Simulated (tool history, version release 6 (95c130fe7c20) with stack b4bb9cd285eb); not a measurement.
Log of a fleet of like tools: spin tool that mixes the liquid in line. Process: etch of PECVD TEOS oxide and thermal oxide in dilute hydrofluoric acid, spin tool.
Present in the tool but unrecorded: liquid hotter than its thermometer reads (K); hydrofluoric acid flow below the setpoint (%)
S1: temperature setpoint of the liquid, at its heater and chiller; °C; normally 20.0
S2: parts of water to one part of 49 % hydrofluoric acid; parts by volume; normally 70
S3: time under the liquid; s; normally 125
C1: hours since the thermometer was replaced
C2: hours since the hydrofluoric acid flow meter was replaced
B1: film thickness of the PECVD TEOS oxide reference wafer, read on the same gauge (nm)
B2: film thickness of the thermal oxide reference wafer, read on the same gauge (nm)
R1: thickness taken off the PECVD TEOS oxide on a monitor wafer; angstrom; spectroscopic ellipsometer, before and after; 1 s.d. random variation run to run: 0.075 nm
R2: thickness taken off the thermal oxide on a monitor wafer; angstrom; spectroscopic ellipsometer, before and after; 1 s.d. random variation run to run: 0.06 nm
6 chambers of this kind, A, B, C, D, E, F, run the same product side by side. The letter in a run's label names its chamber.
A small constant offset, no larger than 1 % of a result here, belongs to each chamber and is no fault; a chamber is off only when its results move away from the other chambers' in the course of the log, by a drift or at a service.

{"run": "1B", "hour": 8.6, "S1": 20.0, "S2": 70, "S3": 125, "C1": 77.5, "C2": 637.0, "B1": 59.974, "B2": 99.964, "R1": 229.8, "R2": 74.072}
{"run": "2E", "hour": 17.6, "S1": 20.0, "S2": 70, "S3": 125, "C1": 1144.9, "C2": 484.3, "B1": 59.969, "B2": 99.996, "R1": 231.32, "R2": 73.108}
{"run": "3F", "hour": 23.0, "S1": 20.0, "S2": 70, "S3": 125, "C1": 313.9, "C2": 74.6, "B1": 59.983, "B2": 99.999, "R1": 227.89, "R2": 73.48}
{"run": "4C", "hour": 30.8, "S1": 20.0, "S2": 70, "S3": 125, "C1": 2331.8, "C2": 458.3, "B1": 59.99, "B2": 100.02, "R1": 231.14, "R2": 73.331}
{"run": "5A", "hour": 36.3, "S1": 20.0, "S2": 70, "S3": 125, "C1": 101.2, "C2": 684.0, "B1": 59.999, "B2": 99.993, "R1": 229.04, "R2": 73.478}
{"run": "6D", "hour": 44.6, "S1": 20.0, "S2": 70, "S3": 125, "C1": 665.9, "C2": 522.3, "B1": 59.987, "B2": 99.975, "R1": 227.81, "R2": 72.97}
{"hour": 51.0, "done": "chamber D: hydrofluoric acid flow meter replaced"}
{"run": "7A", "hour": 53.2, "S1": 20.0, "S2": 70, "S3": 125, "C1": 118.1, "C2": 700.9, "B1": 59.988, "B2": 100.02, "R1": 230.07, "R2": 73.346}
{"run": "8C", "hour": 58.9, "S1": 20.0, "S2": 70, "S3": 125, "C1": 2359.9, "C2": 486.4, "B1": 59.985, "B2": 99.978, "R1": 231.39, "R2": 73.745}
{"run": "9D", "hour": 64.8, "S1": 20.0, "S2": 70, "S3": 125, "C1": 686.1, "C2": 13.9, "B1": 59.969, "B2": 99.99, "R1": 226.91, "R2": 73.483}
{"run": "10B", "hour": 74.5, "S1": 20.0, "S2": 70, "S3": 125, "C1": 143.4, "C2": 702.9, "B1": 59.997, "B2": 100.02, "R1": 229.62, "R2": 73.61}
{"run": "11F", "hour": 85.3, "S1": 20.0, "S2": 70, "S3": 125, "C1": 376.2, "C2": 136.9, "B1": 60.021, "B2": 99.973, "R1": 228.32, "R2": 73.855}
{"run": "12E", "hour": 90.6, "S1": 20.0, "S2": 70, "S3": 125, "C1": 1217.9, "C2": 557.3, "B1": 60.015, "B2": 99.962, "R1": 230.82, "R2": 73.225}
{"run": "13D", "hour": 96.6, "S1": 20.0, "S2": 70, "S3": 125, "C1": 717.9, "C2": 45.7, "B1": 59.996, "B2": 99.986, "R1": 228.73, "R2": 73.038}
{"run": "14A", "hour": 102.4, "S1": 20.0, "S2": 70, "S3": 125, "C1": 167.3, "C2": 750.1, "B1": 60.02, "B2": 99.99, "R1": 229.85, "R2": 73.462}
{"run": "15B", "hour": 112.4, "S1": 20.0, "S2": 70, "S3": 125, "C1": 181.3, "C2": 740.8, "B1": 59.96, "B2": 100.03, "R1": 229.76, "R2": 74.28}
{"run": "16F", "hour": 121.6, "S1": 20.0, "S2": 70, "S3": 125, "C1": 412.5, "C2": 173.2, "B1": 59.97, "B2": 99.977, "R1": 227.8, "R2": 74.747}
{"run": "17C", "hour": 129.1, "S1": 20.0, "S2": 70, "S3": 125, "C1": 2430.1, "C2": 556.6, "B1": 59.957, "B2": 100.01, "R1": 230.22, "R2": 73.332}
{"run": "18E", "hour": 135.6, "S1": 20.0, "S2": 70, "S3": 125, "C1": 1262.9, "C2": 602.3, "B1": 60.011, "B2": 100.04, "R1": 231.25, "R2": 73.745}
{"run": "19A", "hour": 146.8, "S1": 20.0, "S2": 70, "S3": 125, "C1": 211.7, "C2": 794.5, "B1": 60.007, "B2": 100.02, "R1": 229.2, "R2": 72.979}
{"run": "20E", "hour": 156.3, "S1": 20.0, "S2": 70, "S3": 125, "C1": 1283.6, "C2": 623.0, "B1": 59.983, "B2": 100.04, "R1": 231.72, "R2": 73.233}
{"run": "21B", "hour": 167.7, "S1": 20.0, "S2": 70, "S3": 125, "C1": 236.6, "C2": 796.1, "B1": 59.985, "B2": 100.03, "R1": 229.89, "R2": 73.961}
{"run": "22D", "hour": 179.1, "S1": 20.0, "S2": 60, "S3": 125, "C1": 800.4, "C2": 128.2, "B1": 60.009, "B2": 100.01, "R1": 267.34, "R2": 85.25}
{"run": "23C", "hour": 184.7, "S1": 20.0, "S2": 60, "S3": 125, "C1": 2485.7, "C2": 612.2, "B1": 60.02, "B2": 100.04, "R1": 273.73, "R2": 86.377}
{"run": "24F", "hour": 194.1, "S1": 20.0, "S2": 60, "S3": 125, "C1": 485.0, "C2": 245.7, "B1": 59.988, "B2": 99.997, "R1": 269.36, "R2": 87.221}
{"run": "25F", "hour": 201.9, "S1": 20.0, "S2": 60, "S3": 125, "C1": 492.8, "C2": 253.5, "B1": 60.039, "B2": 99.994, "R1": 268.79, "R2": 87.743}
{"run": "26A", "hour": 207.1, "S1": 20.0, "S2": 60, "S3": 125, "C1": 272.0, "C2": 854.8, "B1": 60.005, "B2": 99.979, "R1": 272.42, "R2": 87.676}
{"run": "27E", "hour": 218.3, "S1": 20.0, "S2": 60, "S3": 125, "C1": 1345.6, "C2": 685.0, "B1": 59.993, "B2": 100.01, "R1": 272.46, "R2": 86.387}
{"run": "28D", "hour": 225.5, "S1": 20.0, "S2": 70, "S3": 125, "C1": 846.8, "C2": 174.6, "B1": 60.037, "B2": 99.979, "R1": 228.48, "R2": 73.614}
{"run": "29B", "hour": 231.5, "S1": 20.0, "S2": 70, "S3": 125, "C1": 300.4, "C2": 859.9, "B1": 59.989, "B2": 100.01, "R1": 229.27, "R2": 73.177}
{"run": "30C", "hour": 242.6, "S1": 20.0, "S2": 70, "S3": 195, "C1": 2543.6, "C2": 670.1, "B1": 60.008, "B2": 100.02, "R1": 362.46, "R2": 114.5}
{"run": "31C", "hour": 248.3, "S1": 20.0, "S2": 70, "S3": 195, "C1": 2549.3, "C2": 675.8, "B1": 59.986, "B2": 100.01, "R1": 361.84, "R2": 113.9}
{"run": "32B", "hour": 255.1, "S1": 20.0, "S2": 70, "S3": 195, "C1": 324.0, "C2": 883.5, "B1": 60.008, "B2": 100.02, "R1": 357.73, "R2": 113.64}
{"run": "33F", "hour": 263.1, "S1": 20.0, "S2": 70, "S3": 195, "C1": 554.0, "C2": 314.7, "B1": 60.019, "B2": 100.03, "R1": 356.18, "R2": 114.35}
{"run": "34E", "hour": 272.7, "S1": 20.0, "S2": 70, "S3": 195, "C1": 1400.0, "C2": 739.4, "B1": 60.045, "B2": 99.974, "R1": 362.91, "R2": 114.76}
{"run": "35D", "hour": 279.6, "S1": 20.0, "S2": 70, "S3": 195, "C1": 900.9, "C2": 228.7, "B1": 60.03, "B2": 100.02, "R1": 355.2, "R2": 114.74}
{"run": "36A", "hour": 288.0, "S1": 20.0, "S2": 70, "S3": 125, "C1": 352.9, "C2": 935.7, "B1": 59.99, "B2": 100.02, "R1": 228.1, "R2": 72.266}
{"run": "37D", "hour": 299.4, "S1": 18.5, "S2": 70, "S3": 125, "C1": 920.7, "C2": 248.5, "B1": 60.0, "B2": 100.02, "R1": 214.12, "R2": 69.137}
{"run": "38E", "hour": 305.7, "S1": 18.5, "S2": 70, "S3": 125, "C1": 1433.0, "C2": 772.4, "B1": 59.964, "B2": 100.04, "R1": 216.15, "R2": 68.48}
{"run": "39F", "hour": 311.3, "S1": 18.5, "S2": 70, "S3": 125, "C1": 602.2, "C2": 362.9, "B1": 60.006, "B2": 99.999, "R1": 214.74, "R2": 70.473}
{"run": "40B", "hour": 321.6, "S1": 18.5, "S2": 70, "S3": 125, "C1": 390.5, "C2": 950.0, "B1": 60.017, "B2": 99.994, "R1": 215.72, "R2": 68.91}
{"run": "41C", "hour": 327.7, "S1": 18.5, "S2": 70, "S3": 125, "C1": 2628.7, "C2": 755.2, "B1": 60.019, "B2": 99.994, "R1": 217.84, "R2": 68.885}

One chamber off, gauge drift, or nothing amiss beyond the chambers' own small offsets? If it is a chamber, which one, and what is the likeliest cause?

No chamber stands off beyond its own small offset, and the gauge holds steady.

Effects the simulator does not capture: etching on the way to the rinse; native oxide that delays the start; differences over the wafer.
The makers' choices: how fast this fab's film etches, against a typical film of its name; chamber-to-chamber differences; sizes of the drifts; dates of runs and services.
